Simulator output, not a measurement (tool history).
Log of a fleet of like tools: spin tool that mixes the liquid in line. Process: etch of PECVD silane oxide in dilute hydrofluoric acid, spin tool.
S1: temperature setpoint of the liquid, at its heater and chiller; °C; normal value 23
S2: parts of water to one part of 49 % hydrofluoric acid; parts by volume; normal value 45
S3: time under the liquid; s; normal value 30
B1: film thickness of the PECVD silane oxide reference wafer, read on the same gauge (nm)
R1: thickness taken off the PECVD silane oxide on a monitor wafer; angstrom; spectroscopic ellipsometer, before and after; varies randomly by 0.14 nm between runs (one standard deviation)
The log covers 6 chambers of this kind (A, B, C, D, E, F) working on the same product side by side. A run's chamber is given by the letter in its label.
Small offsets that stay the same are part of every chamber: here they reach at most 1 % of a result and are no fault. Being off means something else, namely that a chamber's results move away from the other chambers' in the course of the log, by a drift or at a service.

Run 1F, hour 7.3: usual settings; B1 130.01. Result: R1 181.53 angstrom.
Run 2D, hour 15.4: usual settings; B1 129.97. Result: R1 183.34 angstrom.
Run 3E, hour 22.6: usual settings; B1 130.02. Result: R1 184.17 angstrom.
Run 4A, hour 26.7: usual settings; B1 129.97. Result: R1 186.28 angstrom.
Run 5B, hour 31.7: usual settings; B1 129.99. Result: R1 182.58 angstrom.
Run 6C, hour 40.2: usual settings; B1 129.99. Result: R1 182.28 angstrom.
Run 7E, hour 45.8: usual settings; B1 129.96. Result: R1 182.72 angstrom.
Run 8C, hour 52.9: usual settings; B1 130.01. Result: R1 181.1 angstrom.
At hour 57.9: chamber A: thermometer replaced.
Run 9B, hour 59.3: usual settings; B1 129.97. Result: R1 184.86 angstrom.
Run 10A, hour 65.7: usual settings; B1 130.04. Result: R1 184.66 angstrom.
Run 11F, hour 74.1: usual settings but S2 55 parts by volume, S3 15 s; B1 130.01. Result: R1 74.007 angstrom.
At hour 76.4: chamber F: thermometer replaced.
Run 12D, hour 79.5: usual settings but S2 55 parts by volume, S3 15 s; B1 129.97. Result: R1 74.222 angstrom.
Run 13B, hour 85.4: usual settings but S2 55 parts by volume, S3 15 s; B1 130. Result: R1 74.214 angstrom.
Run 14C, hour 91.3: usual settings but S2 55 parts by volume, S3 15 s; B1 130.06. Result: R1 72.256 angstrom.
Run 15D, hour 95.6: usual settings but S2 55 parts by volume, S3 15 s; B1 129.99. Result: R1 74.218 angstrom.
At hour 100.1: chamber B: hydrofluoric acid flow meter replaced.
Run 16A, hour 100.6: usual settings but S2 55 parts by volume, S3 15 s; B1 129.98. Result: R1 75.23 angstrom.
Run 17E, hour 107.3: usual settings; B1 129.96. Result: R1 180.42 angstrom.
Run 18F, hour 112.4: usual settings; B1 129.99. Result: R1 179.37 angstrom.
Run 19B, hour 118.2: usual settings; B1 130. Result: R1 183.68 angstrom.
Run 20C, hour 124.9: usual settings but S1 20 °C, S3 15 s; B1 130.01. Result: R1 80.125 angstrom.
Run 21D, hour 129.7: usual settings but S1 20 °C, S3 15 s; B1 130.02. Result: R1 80.309 angstrom.
Run 22F, hour 135.4: usual settings but S1 20 °C, S3 15 s; B1 130. Result: R1 80.556 angstrom.
Run 23E, hour 139.5: usual settings but S1 20 °C, S3 15 s; B1 129.99. Result: R1 81.461 angstrom.
Run 24A, hour 143.8: usual settings but S1 20 °C, S3 15 s; B1 130.02. Result: R1 80.615 angstrom.
Run 25D, hour 149.9: usual settings but S1 20 °C, S3 15 s; B1 130.01. Result: R1 80.019 angstrom.
Run 26E, hour 154.7: usual settings but S2 55 parts by volume; B1 129.96. Result: R1 145.95 angstrom.
Run 27F, hour 158.9: usual settings but S2 55 parts by volume; B1 130. Result: R1 141.25 angstrom.
Run 28A, hour 167.7: usual settings but S2 55 parts by volume; B1 130.04. Result: R1 149.96 angstrom.
Run 29B, hour 174.4: usual settings but S2 55 parts by volume; B1 130.03. Result: R1 147.16 angstrom.
Run 30C, hour 179.3: usual settings but S2 55 parts by volume; B1 129.97. Result: R1 145.28 angstrom.
Run 31C, hour 184.3: usual settings but S2 55 parts by volume; B1 129.94. Result: R1 145.2 angstrom.
Run 32D, hour 191.1: usual settings; B1 129.99. Result: R1 183.47 angstrom.
Run 33F, hour 195.1: usual settings; B1 130.01. Result: R1 176.32 angstrom.
Run 34A, hour 200.4: usual settings; B1 129.99. Result: R1 181.88 angstrom.
Run 35B, hour 206.9: usual settings; B1 129.99. Result: R1 182.01 angstrom.
Run 36E, hour 211.9: usual settings; B1 129.96. Result: R1 183.86 angstrom.
Run 37E, hour 216.1: usual settings; B1 130. Result: R1 184.92 angstrom.
Run 38D, hour 220.6: usual settings; B1 130.02. Result: R1 181.77 angstrom.
Run 39C, hour 229.5: usual settings; B1 130.02. Result: R1 181.95 angstrom.
Run 40B, hour 236.4: usual settings but S1 26.5 °C; B1 129.98. Result: R1 213.07 angstrom.
Run 41A, hour 241.1: usual settings but S1 26.5 °C; B1 129.99. Result: R1 213.65 angstrom.
Run 42F, hour 250: usual settings but S1 26.5 °C; B1 129.98. Result: R1 195.26 angstrom.
Run 43C, hour 254.8: usual settings but S1 26.5 °C; B1 130.04. Result: R1 208.21 angstrom.
Run 44F, hour 259.9: usual settings but S1 26.5 °C; B1 129.99. Result: R1 197.49 angstrom.

Predict what each chamber gives when all 6 of them run the settings below next.
Run 45A, hour 266.3: usual settings but S1 19 °C. Result: R1 ?.
Run 45B, hour 266.3: usual settings but S1 19 °C. Result: R1 ?.
Run 45C, hour 266.3: usual settings but S1 19 °C. Result: R1 ?.
Run 45D, hour 266.3: usual settings but S1 19 °C. Result: R1 ?.
Run 45E, hour 266.3: usual settings but S1 19 °C. Result: R1 ?.
Run 45F, hour 266.3: usual settings but S1 19 °C. Result: R1 ?.

run      R1
45A  154.32
45B  156.24
45C  154.83
45D  150.76
45E  154.04
45F  139.93
